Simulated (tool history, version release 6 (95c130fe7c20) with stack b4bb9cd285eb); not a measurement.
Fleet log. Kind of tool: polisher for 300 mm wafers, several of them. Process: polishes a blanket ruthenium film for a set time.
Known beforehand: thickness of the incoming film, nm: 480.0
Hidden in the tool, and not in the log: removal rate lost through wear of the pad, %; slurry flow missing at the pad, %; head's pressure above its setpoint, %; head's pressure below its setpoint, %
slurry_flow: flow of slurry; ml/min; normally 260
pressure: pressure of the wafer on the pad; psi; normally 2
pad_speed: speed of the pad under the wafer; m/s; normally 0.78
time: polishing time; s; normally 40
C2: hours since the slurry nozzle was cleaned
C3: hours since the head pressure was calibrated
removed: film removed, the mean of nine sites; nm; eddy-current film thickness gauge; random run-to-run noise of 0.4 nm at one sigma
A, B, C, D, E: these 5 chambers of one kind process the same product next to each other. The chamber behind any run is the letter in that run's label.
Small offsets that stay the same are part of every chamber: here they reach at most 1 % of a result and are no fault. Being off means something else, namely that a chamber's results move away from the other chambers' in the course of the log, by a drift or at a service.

{"run": "1C", "day": 0.192, "slurry_flow": 260, "pressure": 2, "pad_speed": 0.78, "time": 40, "wafers polished on this pad": 1210, "C2": 746.3, "C3": 1305.9, "removed": 39.219}
{"day": 0.317, "done": "chamber C: worn pad replaced by a new one"}
{"run": "2D", "day": 0.388, "slurry_flow": 260, "pressure": 2, "pad_speed": 0.78, "time": 40, "wafers polished on this pad": 357, "C2": 469.3, "C3": 612.6, "removed": 39.417}
{"run": "3A", "day": 0.529, "slurry_flow": 260, "pressure": 2, "pad_speed": 0.78, "time": 40, "wafers polished on this pad": 816, "C2": 334.3, "C3": 746.1, "removed": 38.84}
{"run": "4E", "day": 0.662, "slurry_flow": 260, "pressure": 2, "pad_speed": 0.78, "time": 40, "wafers polished on this pad": 285, "C2": 417.9, "C3": 1149.4, "removed": 38.72}
{"day": 0.871, "done": "chamber D: head pressure recalibrated"}
{"run": "5B", "day": 0.962, "slurry_flow": 260, "pressure": 2, "pad_speed": 0.78, "time": 40, "wafers polished on this pad": 663, "C2": 156.4, "C3": 1206.5, "removed": 38.925}
{"run": "6B", "day": 1.246, "slurry_flow": 260, "pressure": 2, "pad_speed": 0.78, "time": 40, "wafers polished on this pad": 723, "C2": 163.2, "C3": 1213.3, "removed": 39.444}
{"run": "7A", "day": 1.412, "slurry_flow": 260, "pressure": 2, "pad_speed": 0.78, "time": 40, "wafers polished on this pad": 1004, "C2": 355.5, "C3": 767.3, "removed": 38.006}
{"run": "8C", "day": 1.562, "slurry_flow": 260, "pressure": 2, "pad_speed": 0.78, "time": 40, "wafers polished on this pad": 265, "C2": 779.2, "C3": 1338.8, "removed": 38.663}
{"run": "9E", "day": 1.762, "slurry_flow": 260, "pressure": 2, "pad_speed": 0.78, "time": 40, "wafers polished on this pad": 520, "C2": 444.3, "C3": 1175.8, "removed": 39.289}
{"run": "10D", "day": 1.9, "slurry_flow": 260, "pressure": 2, "pad_speed": 0.78, "time": 40, "wafers polished on this pad": 679, "C2": 505.6, "C3": 24.8, "removed": 38.783}
{"run": "11D", "day": 2.088, "slurry_flow": 260, "pressure": 2, "pad_speed": 0.62, "time": 35, "wafers polished on this pad": 719, "C2": 510.1, "C3": 29.3, "removed": 27.23}
{"run": "12B", "day": 2.354, "slurry_flow": 260, "pressure": 2, "pad_speed": 0.62, "time": 35, "wafers polished on this pad": 959, "C2": 189.8, "C3": 1239.9, "removed": 27.292}
{"day": 2.567, "done": "chamber B: worn pad replaced by a new one"}
{"run": "13C", "day": 2.583, "slurry_flow": 260, "pressure": 2, "pad_speed": 0.62, "time": 35, "wafers polished on this pad": 482, "C2": 803.7, "C3": 1363.3, "removed": 26.917}
{"day": 2.629, "done": "chamber E: head pressure recalibrated"}
{"day": 2.75, "done": "chamber C: head pressure recalibrated"}
{"run": "14E", "day": 2.854, "slurry_flow": 260, "pressure": 2, "pad_speed": 0.62, "time": 35, "wafers polished on this pad": 752, "C2": 470.5, "C3": 5.5, "removed": 29.968}
{"run": "15A", "day": 3.108, "slurry_flow": 260, "pressure": 2, "pad_speed": 0.62, "time": 35, "wafers polished on this pad": 1365, "C2": 396.2, "C3": 808.0, "removed": 26.988}
{"day": 3.112, "done": "chamber D: slurry nozzle cleaned"}
{"run": "16A", "day": 3.354, "slurry_flow": 260, "pressure": 2, "pad_speed": 0.78, "time": 40, "wafers polished on this pad": 1418, "C2": 402.1, "C3": 813.9, "removed": 38.967}
{"run": "17C", "day": 3.571, "slurry_flow": 260, "pressure": 2, "pad_speed": 0.78, "time": 40, "wafers polished on this pad": 693, "C2": 827.4, "C3": 19.8, "removed": 39.362}
{"day": 3.712, "done": "chamber D: worn pad replaced by a new one"}
{"day": 3.771, "done": "chamber E: slurry nozzle cleaned"}
{"day": 3.796, "done": "chamber A: worn pad replaced by a new one"}
{"run": "18E", "day": 3.867, "slurry_flow": 260, "pressure": 2, "pad_speed": 0.78, "time": 40, "wafers polished on this pad": 968, "C2": 2.3, "C3": 29.8, "removed": 43.344}
{"run": "19D", "day": 4.033, "slurry_flow": 260, "pressure": 2, "pad_speed": 0.78, "time": 40, "wafers polished on this pad": 68, "C2": 22.2, "C3": 76.0, "removed": 39.152}
{"day": 4.1, "done": "chamber E: worn pad replaced by a new one"}
{"run": "20B", "day": 4.192, "slurry_flow": 260, "pressure": 2, "pad_speed": 0.78, "time": 40, "wafers polished on this pad": 346, "C2": 233.9, "C3": 1284.0, "removed": 38.941}
{"run": "21A", "day": 4.454, "slurry_flow": 260, "pressure": 2, "pad_speed": 0.78, "time": 40, "wafers polished on this pad": 141, "C2": 428.5, "C3": 840.3, "removed": 39.338}
{"day": 4.696, "done": "chamber A: slurry nozzle cleaned"}
{"run": "22B", "day": 4.717, "slurry_flow": 195, "pressure": 2, "pad_speed": 0.78, "time": 33, "wafers polished on this pad": 458, "C2": 246.5, "C3": 1296.6, "removed": 30.675}
{"day": 4.875, "done": "chamber C: slurry nozzle cleaned"}
{"run": "23C", "day": 4.912, "slurry_flow": 195, "pressure": 2, "pad_speed": 0.78, "time": 33, "wafers polished on this pad": 978, "C2": 1.0, "C3": 52.0, "removed": 30.706}
{"run": "24E", "day": 5.125, "slurry_flow": 195, "pressure": 2, "pad_speed": 0.78, "time": 33, "wafers polished on this pad": 219, "C2": 32.5, "C3": 60.0, "removed": 34.251}
{"run": "25D", "day": 5.267, "slurry_flow": 195, "pressure": 2, "pad_speed": 0.78, "time": 33, "wafers polished on this pad": 331, "C2": 51.8, "C3": 105.6, "removed": 30.965}
{"run": "26E", "day": 5.417, "slurry_flow": 195, "pressure": 2, "pad_speed": 0.78, "time": 33, "wafers polished on this pad": 281, "C2": 39.5, "C3": 67.0, "removed": 34.045}
{"run": "27D", "day": 5.617, "slurry_flow": 260, "pressure": 2, "pad_speed": 0.78, "time": 40, "wafers polished on this pad": 405, "C2": 60.2, "C3": 114.0, "removed": 39.079}
{"run": "28C", "day": 5.858, "slurry_flow": 260, "pressure": 2, "pad_speed": 0.78, "time": 40, "wafers polished on this pad": 1180, "C2": 23.7, "C3": 74.7, "removed": 38.381}
{"run": "29A", "day": 6.154, "slurry_flow": 260, "pressure": 2, "pad_speed": 0.78, "time": 40, "wafers polished on this pad": 503, "C2": 35.1, "C3": 881.1, "removed": 39.45}
{"day": 6.179, "done": "chamber C: worn pad replaced by a new one"}
{"run": "30B", "day": 6.329, "slurry_flow": 260, "pressure": 2, "pad_speed": 0.78, "time": 40, "wafers polished on this pad": 801, "C2": 285.2, "C3": 1335.3, "removed": 39.561}
{"run": "31C", "day": 6.508, "slurry_flow": 260, "pressure": 2, "pad_speed": 0.78, "time": 40, "wafers polished on this pad": 70, "C2": 39.3, "C3": 90.3, "removed": 38.808}
{"run": "32D", "day": 6.729, "slurry_flow": 260, "pressure": 2, "pad_speed": 0.78, "time": 40, "wafers polished on this pad": 642, "C2": 86.9, "C3": 140.7, "removed": 39.097}
{"run": "33E", "day": 6.933, "slurry_flow": 260, "pressure": 2, "pad_speed": 0.78, "time": 40, "wafers polished on this pad": 604, "C2": 75.9, "C3": 103.4, "removed": 43.005}

For the next run the whole fleet of 5 chambers uses the same settings. Give each chamber's results:
{"run": "34A", "day": 7.154, "slurry_flow": 260, "pressure": 2, "pad_speed": 0.78, "time": 40, "removed": "?"}
{"run": "34B", "day": 7.154, "slurry_flow": 260, "pressure": 2, "pad_speed": 0.78, "time": 40, "removed": "?"}
{"run": "34C", "day": 7.154, "slurry_flow": 260, "pressure": 2, "pad_speed": 0.78, "time": 40, "removed": "?"}
{"run": "34D", "day": 7.154, "slurry_flow": 260, "pressure": 2, "pad_speed": 0.78, "time": 40, "removed": "?"}
{"run": "34E", "day": 7.154, "slurry_flow": 260, "pressure": 2, "pad_speed": 0.78, "time": 40, "removed": "?"}

run=34A removed=39.692
run=34B removed=38.799
run=34C removed=38.564
run=34D removed=39.168
run=34E removed=43.037
